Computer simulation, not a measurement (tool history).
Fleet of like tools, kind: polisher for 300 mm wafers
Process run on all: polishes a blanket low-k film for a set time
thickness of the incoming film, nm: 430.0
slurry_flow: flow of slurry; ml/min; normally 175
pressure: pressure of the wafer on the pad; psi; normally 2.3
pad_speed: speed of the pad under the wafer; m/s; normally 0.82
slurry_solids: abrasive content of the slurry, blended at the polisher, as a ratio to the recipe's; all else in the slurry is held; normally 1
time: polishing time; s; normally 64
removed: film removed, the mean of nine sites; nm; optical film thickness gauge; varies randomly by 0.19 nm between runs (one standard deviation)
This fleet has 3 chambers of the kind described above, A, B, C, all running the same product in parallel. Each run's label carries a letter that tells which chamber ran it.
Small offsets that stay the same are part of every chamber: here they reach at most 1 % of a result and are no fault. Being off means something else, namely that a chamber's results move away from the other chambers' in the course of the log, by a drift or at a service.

run	hour	slurry_flow	pressure	pad_speed	slurry_solids	time	removed
1C	9.2	175	2.3	0.82	1	64	25.195
2A	17.3	175	2.3	0.82	1	64	25.426
# hour 19.8: chamber C: worn pad replaced by a new one
3B	26.1	175	2.3	0.82	1	64	25.285
# hour 26.9: chamber C: slurry blender recalibrated
4B	33.2	175	2.3	0.82	1	64	25.115
# hour 36.4: chamber B: slurry blender recalibrated
5A	41.1	175	2.3	0.82	1	64	24.973
6C	48.4	175	2.3	0.82	1	64	25.292
# hour 54.9: chamber A: worn pad replaced by a new one
7C	62	175	1.5	1	1	64	19.142
# hour 62.7: chamber B: worn pad replaced by a new one
8A	72.3	175	1.5	1	1	64	19.23
9B	85.6	175	1.5	1	1	64	19.578
10B	97.4	175	2.3	0.82	1	64	25.983
# hour 103: chamber C: worn pad replaced by a new one
11A	103.7	175	2.3	0.82	1	82	32.316
# hour 108.1: chamber A: slurry blender recalibrated
12C	112.4	175	2.3	0.82	1	82	32.16
13A	126.5	175	2.3	0.82	1	82	32.417
14C	135.3	130	2.3	0.82	1.2	64	25.942
# hour 138: chamber B: worn pad replaced by a new one
# hour 140.7: chamber C: slurry blender recalibrated
15B	143	130	2.3	0.82	1.2	64	26.263
# hour 145.6: chamber C: head pressure recalibrated
# hour 147.4: chamber A: worn pad replaced by a new one
16A	150	130	2.3	0.82	1.2	64	25.913
17C	158.2	175	3	0.82	1	64	36.271
18B	164.7	175	3	0.82	1	64	33.372
19A	175.3	175	3	0.82	1	64	32.877
# hour 176.7: chamber C: worn pad replaced by a new one
# hour 185.1: chamber A: head pressure recalibrated
20C	187.7	175	2.3	0.82	1	64	28.149
21B	199.5	175	2.3	0.82	1	64	25.245
# hour 208.6: chamber C: slurry nozzle cleaned
22A	211.7	175	2.3	0.82	1	64	25.481
# hour 217.4: chamber B: worn pad replaced by a new one
23B	217.9	175	2.3	0.82	1	64	25.363
24C	227.6	175	2.3	0.82	1	64	27.795
# hour 230: chamber A: conditioning disc replaced and pad reconditioned
# hour 231.2: chamber B: conditioning disc replaced and pad reconditioned
# hour 235.3: chamber A: worn pad replaced by a new one
# hour 236.3: chamber A: slurry nozzle cleaned
25C	237.4	175	2.3	0.82	1	64	27.894
26B	244.4	175	2.3	0.82	1	64	25.763
# hour 251.5: chamber C: worn pad replaced by a new one
27A	258.3	175	2.3	0.82	1	64	25.038
28C	264.5	175	2.3	0.82	1	64	27.831
# hour 267.5: chamber C: slurry blender recalibrated
29A	274.7	175	2.3	0.82	1	64	25.434
30B	285.6	175	2.3	0.82	1	64	25.395
31C	297.6	175	2.3	0.82	1	64	27.68
# hour 303.6: chamber C: conditioning disc replaced and pad reconditioned
# hour 308.9: chamber B: worn pad replaced by a new one
32A	309.1	175	2.3	0.82	1	64	24.978
# hour 316.8: chamber A: worn pad replaced by a new one
33B	319.4	175	2.3	0.82	1	64	25.371
34C	325.9	175	2.3	0.82	1	64	27.81
35A	332.9	175	2.3	0.82	1	64	25.036
36B	339.6	175	2.3	0.82	1	64	25.286
# hour 341.1: chamber C: worn pad replaced by a new one
# hour 349.4: chamber B: slurry blender recalibrated
37C	351	175	2.3	0.82	1	64	27.533
# hour 352.8: chamber B: slurry nozzle cleaned
38B	361	175	2.3	0.82	1	64	25.415
39A	374.1	175	2.3	0.82	1	64	25.09
40B	382	175	2.3	0.82	1	64	25.407
# hour 392.3: chamber A: worn pad replaced by a new one
41C	394.6	175	2.3	0.82	1	64	27.969
42A	406.8	175	2.3	0.82	1	64	25.317
43A	416.5	175	2.3	0.82	1	64	25.203

The same settings go to every chamber for the next run, one line per chamber below. Forecast the results for each:
44A	426.7	120	2.3	0.82	1	64	?
44B	426.7	120	2.3	0.82	1	64	?
44C	426.7	120	2.3	0.82	1	64	?

run	removed
44A	23.371
44B	23.999
44C	25.824

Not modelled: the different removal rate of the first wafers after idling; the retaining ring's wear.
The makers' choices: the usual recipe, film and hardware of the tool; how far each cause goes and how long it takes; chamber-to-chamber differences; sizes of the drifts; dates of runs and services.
